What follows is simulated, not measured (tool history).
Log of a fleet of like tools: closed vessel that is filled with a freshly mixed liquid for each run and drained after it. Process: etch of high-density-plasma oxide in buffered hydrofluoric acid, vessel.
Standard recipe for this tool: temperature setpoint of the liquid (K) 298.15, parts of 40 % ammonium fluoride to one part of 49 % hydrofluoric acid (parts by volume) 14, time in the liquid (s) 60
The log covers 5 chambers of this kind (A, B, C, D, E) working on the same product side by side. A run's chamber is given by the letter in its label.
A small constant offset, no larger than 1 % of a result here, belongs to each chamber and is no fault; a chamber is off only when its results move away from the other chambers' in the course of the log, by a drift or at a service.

run	hour	temperature setpoint of the liquid (K)	parts of 40 % ammonium fluoride to one part of 49 % hydrofluoric acid (parts by volume)	time in the liquid (s)	read-back film thickness of the high-density-plasma oxide reference wafer, read on the same gauge (nm)	thickness taken off the high-density-plasma oxide on a monitor wafer (angstrom)
1B	8.2	298.15	14	60	109.97	624.44
2C	16.2	298.15	14	60	110.02	610.73
3E	25.3	298.15	14	60	110.02	623.29
4A	33.3	298.15	14	60	110.03	615.83
5D	42.9	298.15	16.5	60	110.01	524.19
6E	49.3	298.15	16.5	60	110.01	533.21
7A	55.1	298.15	16.5	60	109.98	535.26
8B	63	298.15	16.5	60	109.99	539.64
9C	71.5	298.15	16.5	60	109.98	517.53
10D	78.8	298.15	14	60	110.01	622.3
11D	88	298.15	14	60	110.04	625.86
12C	92.8	298.15	14	60	110.03	620.54
13A	102.1	298.15	14	60	110	616.53
14E	111.5	298.15	14	60	109.98	620.1
15B	117.3	298.15	14	60	110	634.6
16E	127.2	298.15	14	60	110	625.36
17D	132.2	298.15	17	50	109.99	432.15
18C	140.1	298.15	17	50	109.98	423.44
19B	144.5	298.15	17	50	110	434.98
# hour 152.1: chamber C: hydrofluoric acid flow meter replaced
20A	154	298.15	17	50	110.01	424.88
21D	161.8	298.15	17	50	110.02	433
22B	169.6	298.15	14	60	110	649.12
23C	178.8	298.15	14	60	110.01	615.65
24A	187.1	298.15	14	60	110.02	625.55
25E	194.5	298.15	14	60	110.01	621.6
26D	204.4	298.15	14	60	110	616.69
27B	210.3	298.15	12	60	109.97	769.51
28E	218	298.15	12	60	109.98	726.76
29C	227.9	298.15	12	60	110	708.66
30A	234.6	298.15	12	60	110	715.15
31B	239.9	298.15	12	60	110.02	773.65
32C	245	298.15	14	60	110.04	615.52
33A	253.9	298.15	14	60	109.99	623.63
34E	261.6	298.15	14	60	109.99	625.98

Is one chamber out of step, is the gauge drifting, or do the chambers differ by no more than their own small offsets? For an off chamber, give its letter and the likeliest cause.

It is chamber B that slowly wanders off from its peers.
Likeliest cause: liquid hotter than its thermometer reads (K) = 1.45.
The log might look much the same if the cause were instead: hydrofluoric acid flow above the setpoint (%).

Below are 4 candidate recipes for chamber B's next run, each the usual settings with a change, their results shown as question marks. Which of them brings B's results back in line with what the other chambers give on the usual settings?
In-line tolerance around the mean of the other chambers on the usual settings: thickness taken off the high-density-plasma oxide on a monitor wafer (angstrom) 16
35B-1	268.8	298.15	14	65		?
35B-2	268.8	298.15	13.5	60		?
35B-3	268.8	296.65	14	60		?
35B-4	268.8	297.65	14	60		?

The other chambers' mean on the usual settings: thickness taken off the high-density-plasma oxide on a monitor wafer (angstrom) 621.48
run	thickness taken off the high-density-plasma oxide on a monitor wafer (angstrom)
35B-1	726.4
35B-2	695.24
35B-3	618.01
35B-4	652.71
Change 35B-3 lands the chamber within the allowed miss of the other chambers.
